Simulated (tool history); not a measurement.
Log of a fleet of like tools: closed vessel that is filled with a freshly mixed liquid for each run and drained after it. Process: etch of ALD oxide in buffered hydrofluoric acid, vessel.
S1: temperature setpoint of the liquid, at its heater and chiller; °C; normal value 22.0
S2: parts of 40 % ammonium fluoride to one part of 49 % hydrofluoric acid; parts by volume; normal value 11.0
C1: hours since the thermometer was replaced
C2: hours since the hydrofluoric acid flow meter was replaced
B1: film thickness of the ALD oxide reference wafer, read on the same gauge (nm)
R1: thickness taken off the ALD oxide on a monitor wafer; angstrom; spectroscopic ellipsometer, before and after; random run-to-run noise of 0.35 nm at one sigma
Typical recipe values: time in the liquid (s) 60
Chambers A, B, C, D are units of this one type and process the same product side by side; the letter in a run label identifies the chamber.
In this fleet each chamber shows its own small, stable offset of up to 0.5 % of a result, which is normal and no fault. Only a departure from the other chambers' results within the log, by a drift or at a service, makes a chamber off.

{"run": "1D", "hour": 3.1, "S1": 22.0, "S2": 11.0, "time in the liquid (s)": 60, "C1": 218.2, "C2": 747.0, "B1": 110.01, "R1": 610.99}
{"run": "2A", "hour": 8.6, "S1": 22.0, "S2": 11.0, "time in the liquid (s)": 60, "C1": 102.6, "C2": 36.2, "B1": 110.02, "R1": 610.52}
{"run": "3C", "hour": 11.7, "S1": 22.0, "S2": 11.0, "time in the liquid (s)": 60, "C1": 436.4, "C2": 1463.1, "B1": 110.0, "R1": 607.14}
{"run": "4B", "hour": 15.9, "S1": 22.0, "S2": 11.0, "time in the liquid (s)": 60, "C1": 2049.6, "C2": 899.9, "B1": 110.06, "R1": 605.96}
{"run": "5C", "hour": 18.6, "S1": 22.0, "S2": 11.0, "time in the liquid (s)": 60, "C1": 443.3, "C2": 1470.0, "B1": 109.95, "R1": 601.87}
{"run": "6B", "hour": 21.5, "S1": 18.0, "S2": 11.0, "time in the liquid (s)": 85, "C1": 2055.2, "C2": 905.5, "B1": 110.01, "R1": 699.01}
{"run": "7D", "hour": 25.2, "S1": 18.0, "S2": 11.0, "time in the liquid (s)": 85, "C1": 240.3, "C2": 769.1, "B1": 110.02, "R1": 688.73}
{"run": "8A", "hour": 30.0, "S1": 18.0, "S2": 11.0, "time in the liquid (s)": 85, "C1": 124.0, "C2": 57.6, "B1": 110.04, "R1": 692.46}
{"run": "9D", "hour": 35.1, "S1": 18.0, "S2": 11.0, "time in the liquid (s)": 85, "C1": 250.2, "C2": 779.0, "B1": 110.0, "R1": 694.87}
{"run": "10A", "hour": 38.1, "S1": 22.0, "S2": 11.0, "time in the liquid (s)": 60, "C1": 132.1, "C2": 65.7, "B1": 110.02, "R1": 609.68}
{"run": "11C", "hour": 41.2, "S1": 22.0, "S2": 11.0, "time in the liquid (s)": 60, "C1": 465.9, "C2": 1492.6, "B1": 109.95, "R1": 602.9}
{"run": "12B", "hour": 46.1, "S1": 22.0, "S2": 11.0, "time in the liquid (s)": 60, "C1": 2079.8, "C2": 930.1, "B1": 110.08, "R1": 617.73}
{"run": "13A", "hour": 49.8, "S1": 22.0, "S2": 11.0, "time in the liquid (s)": 60, "C1": 143.8, "C2": 77.4, "B1": 110.03, "R1": 607.72}
{"run": "14B", "hour": 52.4, "S1": 18.0, "S2": 11.0, "time in the liquid (s)": 60, "C1": 2086.1, "C2": 936.4, "B1": 110.02, "R1": 497.26}
{"run": "15C", "hour": 56.8, "S1": 18.0, "S2": 11.0, "time in the liquid (s)": 60, "C1": 481.5, "C2": 1508.2, "B1": 110.01, "R1": 491.22}
{"run": "16D", "hour": 61.3, "S1": 18.0, "S2": 11.0, "time in the liquid (s)": 60, "C1": 276.4, "C2": 805.2, "B1": 109.98, "R1": 483.08}
{"hour": 61.8, "done": "chamber D: hydrofluoric acid flow meter replaced"}
{"run": "17B", "hour": 64.6, "S1": 18.0, "S2": 11.0, "time in the liquid (s)": 60, "C1": 2098.3, "C2": 948.6, "B1": 109.95, "R1": 502.56}
{"run": "18D", "hour": 69.0, "S1": 22.0, "S2": 11.0, "time in the liquid (s)": 60, "C1": 284.1, "C2": 7.2, "B1": 109.97, "R1": 607.44}
{"run": "19A", "hour": 72.4, "S1": 22.0, "S2": 11.0, "time in the liquid (s)": 60, "C1": 166.4, "C2": 100.0, "B1": 110.0, "R1": 614.59}
{"run": "20C", "hour": 77.4, "S1": 22.0, "S2": 11.0, "time in the liquid (s)": 60, "C1": 502.1, "C2": 1528.8, "B1": 110.0, "R1": 610.95}
{"run": "21C", "hour": 81.6, "S1": 22.0, "S2": 11.0, "time in the liquid (s)": 60, "C1": 506.3, "C2": 1533.0, "B1": 109.99, "R1": 607.5}
{"run": "22D", "hour": 86.9, "S1": 22.0, "S2": 11.0, "time in the liquid (s)": 60, "C1": 302.0, "C2": 25.1, "B1": 109.99, "R1": 607.91}
{"run": "23A", "hour": 90.5, "S1": 22.0, "S2": 11.0, "time in the liquid (s)": 60, "C1": 184.5, "C2": 118.1, "B1": 110.03, "R1": 612.55}
{"run": "24B", "hour": 95.6, "S1": 22.0, "S2": 11.0, "time in the liquid (s)": 60, "C1": 2129.3, "C2": 979.6, "B1": 110.04, "R1": 642.8}
{"run": "25A", "hour": 98.9, "S1": 22.0, "S2": 7.0, "time in the liquid (s)": 35, "C1": 192.9, "C2": 126.5, "B1": 109.97, "R1": 553.34}
{"run": "26D", "hour": 104.1, "S1": 22.0, "S2": 7.0, "time in the liquid (s)": 35, "C1": 319.2, "C2": 42.3, "B1": 110.04, "R1": 546.16}
{"run": "27C", "hour": 108.6, "S1": 22.0, "S2": 7.0, "time in the liquid (s)": 35, "C1": 533.3, "C2": 1560.0, "B1": 109.99, "R1": 554.91}
{"run": "28B", "hour": 113.0, "S1": 22.0, "S2": 7.0, "time in the liquid (s)": 35, "C1": 2146.7, "C2": 997.0, "B1": 110.01, "R1": 564.14}
{"run": "29C", "hour": 115.7, "S1": 22.0, "S2": 11.0, "time in the liquid (s)": 60, "C1": 540.4, "C2": 1567.1, "B1": 109.98, "R1": 611.65}
{"run": "30D", "hour": 120.0, "S1": 22.0, "S2": 8.5, "time in the liquid (s)": 60, "C1": 335.1, "C2": 58.2, "B1": 110.01, "R1": 760.71}
{"run": "31A", "hour": 122.8, "S1": 22.0, "S2": 8.5, "time in the liquid (s)": 60, "C1": 216.8, "C2": 150.4, "B1": 109.99, "R1": 762.95}
{"run": "32B", "hour": 125.8, "S1": 22.0, "S2": 8.5, "time in the liquid (s)": 60, "C1": 2159.5, "C2": 1009.8, "B1": 109.98, "R1": 809.55}
{"run": "33D", "hour": 130.8, "S1": 22.0, "S2": 8.5, "time in the liquid (s)": 60, "C1": 345.9, "C2": 69.0, "B1": 110.02, "R1": 757.77}
{"run": "34B", "hour": 135.6, "S1": 22.0, "S2": 11.0, "time in the liquid (s)": 60, "C1": 2169.3, "C2": 1019.6, "B1": 110.04, "R1": 645.3}
{"run": "35C", "hour": 140.3, "S1": 25.5, "S2": 11.0, "time in the liquid (s)": 45, "C1": 565.0, "C2": 1591.7, "B1": 110.0, "R1": 549.19}
{"run": "36A", "hour": 143.4, "S1": 25.5, "S2": 11.0, "time in the liquid (s)": 45, "C1": 237.4, "C2": 171.0, "B1": 110.03, "R1": 551.93}
{"run": "37D", "hour": 147.0, "S1": 25.5, "S2": 11.0, "time in the liquid (s)": 45, "C1": 362.1, "C2": 85.2, "B1": 110.03, "R1": 546.81}
{"run": "38B", "hour": 151.8, "S1": 25.5, "S2": 11.0, "time in the liquid (s)": 45, "C1": 2185.5, "C2": 1035.8, "B1": 110.0, "R1": 592.11}
{"run": "39C", "hour": 155.9, "S1": 22.0, "S2": 11.0, "time in the liquid (s)": 60, "C1": 580.6, "C2": 1607.3, "B1": 110.02, "R1": 602.03}
{"run": "40A", "hour": 159.8, "S1": 22.0, "S2": 9.0, "time in the liquid (s)": 60, "C1": 253.8, "C2": 187.4, "B1": 110.04, "R1": 718.47}

Read the log: is a single chamber off, either drifting away or since a service, is the gauge that measures every chamber drifting, or is nothing wrong beyond small per-chamber offsets? Name any odd chamber and what most likely caused it.

One chamber, B, drifts off from the rest bit by bit.
What lies behind it: hydrofluoric acid flow above the setpoint (%) = 8.
Not necessarily distinguishable in this log from: liquid hotter than its thermometer reads (K).

Chamber B could run next with any of the 4 candidate recipes listed below; each alters the usual settings, and their results appear as question marks. Which one brings its results back in line with what the other chambers deliver on the usual settings?
In line here means within this much of the mean the other chambers give on the usual settings: R1 12.00 angstrom
{"run": "41B-1", "hour": 163.8, "S1": 21.0, "S2": 12.0, "time in the liquid (s)": 60, "R1": "?"}
{"run": "41B-2", "hour": 163.8, "S1": 22.0, "S2": 11.0, "time in the liquid (s)": 65, "R1": "?"}
{"run": "41B-3", "hour": 163.8, "S1": 22.0, "S2": 12.0, "time in the liquid (s)": 60, "R1": "?"}
{"run": "41B-4", "hour": 163.8, "S1": 22.5, "S2": 10.5, "time in the liquid (s)": 65, "R1": "?"}

The other chambers' mean on the usual settings: R1 608.61 angstrom
run=41B-1 R1=573.01
run=41B-2 R1=712.93
run=41B-3 R1=605.34
run=41B-4 R1=759.09
It is 41B-3 that realigns the chamber with its peers.
